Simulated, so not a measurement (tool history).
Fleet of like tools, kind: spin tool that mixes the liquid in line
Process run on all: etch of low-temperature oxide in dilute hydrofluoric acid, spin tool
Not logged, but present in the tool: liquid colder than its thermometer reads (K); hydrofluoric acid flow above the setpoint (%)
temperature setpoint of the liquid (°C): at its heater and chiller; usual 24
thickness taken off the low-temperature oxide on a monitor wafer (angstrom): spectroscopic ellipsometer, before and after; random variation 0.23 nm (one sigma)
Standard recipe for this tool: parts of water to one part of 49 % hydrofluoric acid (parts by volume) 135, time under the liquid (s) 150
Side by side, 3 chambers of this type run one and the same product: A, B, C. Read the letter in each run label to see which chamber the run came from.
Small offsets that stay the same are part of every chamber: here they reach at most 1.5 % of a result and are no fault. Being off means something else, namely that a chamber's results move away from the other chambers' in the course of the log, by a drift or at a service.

run   hour  temperature setpoint of the liquid (°C)  parts of water to one part of 49 % hydrofluoric acid (parts by volume)  time under the liquid (s)  hours since the thermometer was replaced  hours since the hydrofluoric acid flow meter was replaced  read-back film thickness of the low-temperature oxide reference wafer, read on the same gauge (nm)  thickness taken off the low-temperature oxide on a monitor wafer (angstrom)
 1A    6.2                                       24                                                                     135                        150                                     933.1                                                      387.3                                                                                              139.98                                                                       379.90
 2C   12.7                                       24                                                                     135                        150                                     183.9                                                      984.4                                                                                              140.01                                                                       370.36
 3B   20.8                                       24                                                                     135                        150                                     740.0                                                      978.9                                                                                              139.96                                                                       375.71
 4C   30.8                                       24                                                                     135                        150                                     202.0                                                     1002.5                                                                                              140.01                                                                       374.69
 5B   41.3                                       24                                                                     135                        150                                     760.5                                                      999.4                                                                                              139.99                                                                       374.64
 6A   47.1                                       24                                                                     135                        150                                     974.0                                                      428.2                                                                                              140.04                                                                       376.51
 7A   57.5                                       24                                                                     135                        150                                     984.4                                                      438.6                                                                                              139.99                                                                       373.55
 8B   64.7                                       24                                                                     135                        150                                     783.9                                                     1022.8                                                                                              139.99                                                                       376.16
 9C   75.1                                       24                                                                     135                        150                                     246.3                                                     1046.8                                                                                              140.03                                                                       371.32
10A   83.7                                       24                                                                     135                        150                                    1010.6                                                      464.8                                                                                              139.99                                                                       375.11
11C   94.7                                       24                                                                     135                        150                                     265.9                                                     1066.4                                                                                              140.00                                                                       370.71
12B   99.8                                       24                                                                     135                        150                                     819.0                                                     1057.9                                                                                              140.02                                                                       378.72
13A  107.5                                       24                                                                     135                        150                                    1034.4                                                      488.6                                                                                              139.97                                                                       376.25
14B  115.2                                       24                                                                     135                        150                                     834.4                                                     1073.3                                                                                              139.98                                                                       380.38
15C  120.6                                       24                                                                      70                        150                                     291.8                                                     1092.3                                                                                              139.99                                                                       768.01
16A  128.3                                       24                                                                      70                        150                                    1055.2                                                      509.4                                                                                              139.99                                                                       794.15
17B  137.6                                       24                                                                      70                        150                                     856.8                                                     1095.7                                                                                              139.96                                                                       804.84
18C  143.9                                       24                                                                     135                        150                                     315.1                                                     1115.6                                                                                              139.98                                                                       369.67
19B  153.6                                       24                                                                     135                        150                                     872.8                                                     1111.7                                                                                              140.03                                                                       383.78
20A  163.0                                       24                                                                     135                        150                                    1089.9                                                      544.1                                                                                              139.99                                                                       375.15
21C  173.6                                       24                                                                     135                        150                                     344.8                                                     1145.3                                                                                              140.01                                                                       374.81
22C  178.5                                       24                                                                     135                        150                                     349.7                                                     1150.2                                                                                              139.98                                                                       375.63
23B  186.6                                       24                                                                     135                        150                                     905.8                                                     1144.7                                                                                              140.00                                                                       388.52
24A  191.5                                       24                                                                     135                        150                                    1118.4                                                      572.6                                                                                              140.01                                                                       377.07
25A  199.0                                       24                                                                     135                        150                                    1125.9                                                      580.1                                                                                              139.97                                                                       375.61
26B  204.0                                       24                                                                     135                        150                                     923.2                                                     1162.1                                                                                              140.03                                                                       394.80
27C  209.2                                       24                                                                     135                        150                                     380.4                                                     1180.9                                                                                              140.02                                                                       371.81
28C  216.4                                       24                                                                     135                        150                                     387.6                                                     1188.1                                                                                              139.99                                                                       372.89
29A  222.4                                       24                                                                     135                        150                                    1149.3                                                      603.5                                                                                              140.00                                                                       373.37
30B  228.9                                       24                                                                     185                        150                                     948.1                                                     1187.0                                                                                              140.03                                                                       273.92
31A  239.3                                       24                                                                     185                        150                                    1166.2                                                      620.4                                                                                              139.99                                                                       259.60
32B  248.9                                       24                                                                     185                        150                                     968.1                                                     1207.0                                                                                              140.00                                                                       276.47

Has any chamber moved away from the others, gradually or after a service, or does the common gauge drift, or do the chambers differ only by their own small steady offsets? State the chamber and the most likely cause if one applies.

Little by little, chamber B moves away from the other chambers.
What lies behind it: hydrofluoric acid flow above the setpoint (%) = 6.39.
With only this log, it may be confused with: liquid hotter than its thermometer reads (K).

Which of the 4 candidates below, each the usual settings with something changed and its results left as question marks, puts chamber B back in line with what the other chambers give on the usual settings?
Allowed miss from the other chambers' usual-settings mean, per result, to count as in line: thickness taken off the low-temperature oxide on a monitor wafer (angstrom) 8.10
33B-1  256.8                                       24                                                                     140                        150                                                                                                                                                                                                                                                                                     ?
33B-2  256.8                                       24                                                                     130                        155                                                                                                                                                                                                                                                                                     ?
33B-3  256.8                                       24                                                                     130                        150                                                                                                                                                                                                                                                                                     ?
33B-4  256.8                                       24                                                                     145                        150                                                                                                                                                                                                                                                                                     ?

Average result of the remaining chambers running the usual settings: thickness taken off the low-temperature oxide on a monitor wafer (angstrom) 374.08
  run  thickness taken off the low-temperature oxide on a monitor wafer (angstrom)
33B-1                                                                       384.46
33B-2                                                                       433.15
33B-3                                                                       419.18
33B-4                                                                       368.96
The right change is 33B-4: it brings the chamber back within the allowed miss of the others.
